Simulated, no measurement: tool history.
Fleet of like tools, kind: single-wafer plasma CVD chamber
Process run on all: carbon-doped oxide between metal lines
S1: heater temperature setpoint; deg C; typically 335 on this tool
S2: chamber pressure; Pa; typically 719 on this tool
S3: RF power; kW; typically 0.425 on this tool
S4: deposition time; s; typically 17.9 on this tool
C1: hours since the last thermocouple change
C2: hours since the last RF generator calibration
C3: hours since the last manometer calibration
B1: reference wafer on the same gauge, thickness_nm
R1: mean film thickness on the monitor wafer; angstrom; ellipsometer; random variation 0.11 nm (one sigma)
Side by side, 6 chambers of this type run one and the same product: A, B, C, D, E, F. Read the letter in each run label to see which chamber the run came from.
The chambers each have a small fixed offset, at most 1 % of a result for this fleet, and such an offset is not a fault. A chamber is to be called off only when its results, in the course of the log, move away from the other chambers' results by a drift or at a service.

run    day   S1   S2     S3    S4      C1      C2      C3      B1       R1
 1A  0.200  335  719  0.425  17.9  1133.1  1219.6   478.6  77.801   881.24
 2D  0.475  335  719  0.425  17.9  1277.4  1225.4  1106.5  77.773   878.44
 3C  0.675  335  719  0.425  17.9   392.3   844.0  1132.8  77.772   866.30
 4B  0.921  335  719  0.425  17.9   233.3  1049.8   385.4  77.781   865.43
 5E  1.192  335  719  0.425  17.9   947.7   191.0  1812.6  77.767   866.24
     1.304  -- chamber D: RF generator calibrated
 6F  1.433  335  719  0.425  17.9  1278.4   825.0   721.0  77.729   873.12
     1.462  -- chamber D: capacitance manometer re-zeroed and calibrated
 7C  1.567  335  719  0.425  17.9   413.7   865.4  1154.2  77.724   868.00
 8E  1.804  340  719  0.425  17.9   962.4   205.7  1827.3  77.709   851.39
 9A  1.954  340  719  0.425  17.9  1175.2  1261.7   520.7  77.729   864.00
10F  2.096  340  719  0.425  17.9  1294.3   840.9   736.9  77.726   858.75
11B  2.362  340  719  0.425  17.9   267.9  1084.4   420.0  77.707   850.30
12D  2.621  340  719  0.425  17.9  1328.9    31.7    27.9  77.692   861.34
13C  2.879  340  719  0.425  17.9   445.2   896.9  1185.7  77.681   852.26
14E  3.075  335  719  0.425  17.9   992.9   236.2  1857.8  77.674   865.00
15F  3.283  335  719  0.425  17.9  1322.8   869.4   765.4  77.649   872.36
16A  3.508  335  719  0.460  20.5  1212.5  1299.0   558.0  77.663  1061.90
17B  3.754  335  719  0.460  20.5   301.3  1117.8   453.4  77.626  1048.00
18D  3.942  335  719  0.460  20.5  1360.6    63.4    59.6  77.632  1059.50
19E  4.100  335  719  0.460  20.5  1017.5   260.8  1882.4  77.605  1046.40
20B  4.308  335  719  0.460  20.5   314.6  1131.1   466.7  77.603  1044.10
21C  4.492  335  719  0.460  20.5   483.9   935.6  1224.4  77.637  1047.90
22F  4.750  335  719  0.425  17.9  1358.0   904.6   800.6  77.607   873.91
23D  4.979  335  719  0.425  20.6  1385.5    88.3    84.5  77.600  1005.40
24A  5.208  335  719  0.425  20.6  1253.3  1339.8   598.8  77.601  1009.10
25C  5.479  335  719  0.425  20.6   507.6   959.3  1248.1  77.584   992.39
26A  5.717  335  719  0.425  20.6  1265.5  1352.0   611.0  77.564  1008.20
27E  5.888  335  719  0.425  20.6  1060.4   303.7  1925.3  77.579   992.52
28D  6.167  335  719  0.425  20.6  1414.0   116.8   113.0  77.534  1005.60
29F  6.350  335  719  0.425  17.9  1396.4   943.0   839.0  77.516   869.42
     6.483  -- chamber A: thermocouple changed; heater temperature recalibrated
30B  6.579  335  719  0.425  17.9   369.1  1185.6   521.2  77.529   862.62
31C  6.808  321  719  0.425  17.9   539.5   991.2  1280.0  77.526   906.81
32D  6.946  321  719  0.425  17.9  1432.7   135.5   131.7  77.535   919.36
33F  7.138  321  719  0.425  17.9  1415.3   961.9   857.9  77.517   916.42
34A  7.346  321  719  0.425  17.9    20.8  1391.1   650.1  77.488   923.29
35B  7.617  321  719  0.425  17.9   394.0  1210.5   546.1  77.476   906.34
36E  7.867  321  719  0.425  17.9  1107.9   351.2  1972.8  77.445   905.13
37D  8.000  335  719  0.425  17.9  1458.0   160.8   157.0  77.470   874.78
38E  8.150  335  719  0.425  17.9  1114.7   358.0  1979.6  77.451   863.58
39A  8.346  335  719  0.425  17.9    44.8  1415.1   674.1  77.465   877.24
40B  8.571  335  719  0.425  17.9   416.9  1233.4   569.0  77.440   863.06
41C  8.733  335  719  0.425  17.9   585.7  1037.4  1326.2  77.455   863.39
42F  8.933  335  719  0.425  17.9  1458.4  1005.0   901.0  77.423   870.49
43A  9.138  335  719  0.425  17.9    63.8  1434.1   693.1  77.433   876.07
     9.196  -- chamber E: capacitance manometer re-zeroed and calibrated
44E  9.267  335  719  0.425  17.9  1141.5   384.8     1.8  77.431   861.18

Next, all 6 chambers run the settings below, one line each with question marks for the results. What does each chamber give?
45A  9.467  335  719  0.425  17.9                   ?
45B  9.467  335  719  0.425  17.9                   ?
45C  9.467  335  719  0.425  17.9                   ?
45D  9.467  335  719  0.425  17.9                   ?
45E  9.467  335  719  0.425  17.9                   ?
45F  9.467  335  719  0.425  17.9                   ?

run      R1
45A  876.05
45B  860.69
45C  864.96
45D  873.99
45E  860.87
45F  870.94

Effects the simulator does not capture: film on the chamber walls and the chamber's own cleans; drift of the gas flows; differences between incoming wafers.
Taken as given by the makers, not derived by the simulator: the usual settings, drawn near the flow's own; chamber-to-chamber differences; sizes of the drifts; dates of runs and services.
